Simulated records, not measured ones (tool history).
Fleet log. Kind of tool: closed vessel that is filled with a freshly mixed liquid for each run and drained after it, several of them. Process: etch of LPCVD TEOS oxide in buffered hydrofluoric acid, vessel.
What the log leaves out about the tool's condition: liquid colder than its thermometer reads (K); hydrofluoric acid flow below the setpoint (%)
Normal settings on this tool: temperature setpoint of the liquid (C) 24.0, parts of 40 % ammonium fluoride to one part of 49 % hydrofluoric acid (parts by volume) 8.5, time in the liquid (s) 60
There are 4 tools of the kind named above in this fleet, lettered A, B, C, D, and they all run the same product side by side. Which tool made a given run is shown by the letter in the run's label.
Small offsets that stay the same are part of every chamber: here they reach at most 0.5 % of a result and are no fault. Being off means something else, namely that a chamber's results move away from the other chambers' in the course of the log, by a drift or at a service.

run,hour,temperature setpoint of the liquid (C),parts of 40 % ammonium fluoride to one part of 49 % hydrofluoric acid (parts by volume),time in the liquid (s),hours since the thermometer was replaced,hours since the hydrofluoric acid flow meter was replaced,"read-back film thickness of the LPCVD TEOS oxide reference wafer, read on the same gauge (nm)",thickness taken off the LPCVD TEOS oxide on a monitor wafer (nm)
1D,7.3,24.0,8.5,60,1337.8,947.1,70.006,159.15
2C,14.1,24.0,8.5,60,573.6,739.6,70.003,158.12
3A,23.1,24.0,8.5,60,812.2,1388.9,69.993,158.82
4B,31.4,24.0,8.5,60,570.8,961.0,70.003,158.22
5D,42.8,24.0,8.5,60,1373.3,982.6,69.983,159.12
6A,49.3,24.0,8.5,60,838.4,1415.1,69.994,159.60
7B,60.4,24.0,8.5,60,599.8,990.0,69.997,157.58
8C,69.1,24.0,8.5,60,628.6,794.6,70.007,157.97
9B,74.5,24.0,8.5,60,613.9,1004.1,70.009,158.01
10C,85.0,24.0,8.5,60,644.5,810.5,70.001,156.81
11D,95.9,24.0,9.5,60,1426.4,1035.7,69.986,144.23
12A,101.8,24.0,9.5,60,890.9,1467.6,69.994,143.61
# hour 105.9: chamber D: thermometer replaced
13C,111.4,24.0,9.5,60,670.9,836.9,69.986,143.50
14D,117.6,24.0,9.5,60,11.8,1057.4,70.011,144.18
15B,125.6,19.5,10.0,60,665.0,1055.2,69.999,108.40
16A,134.8,19.5,10.0,60,923.9,1500.6,70.010,109.13
17D,145.9,19.5,10.0,60,40.1,1085.7,69.997,107.66
18C,156.6,19.5,10.0,60,716.1,882.1,70.002,108.52
19B,167.4,24.0,8.5,60,706.8,1097.0,70.004,158.89
20A,179.5,24.0,8.5,60,968.6,1545.3,70.026,159.01
21C,190.7,24.0,8.5,60,750.2,916.2,69.982,156.89
22D,197.3,24.0,8.5,60,91.5,1137.1,70.008,159.43
23A,209.3,24.0,8.5,60,998.4,1575.1,70.037,157.78
24B,217.1,24.0,8.5,60,756.5,1146.7,69.983,158.15

What goes on in this fleet: one chamber off, a drifting gauge, or nothing beyond the chambers' own small offsets? Name the chamber and the cause, if any.

Nothing is wrong: each chamber keeps only its own small, steady offset and the gauge holds still.
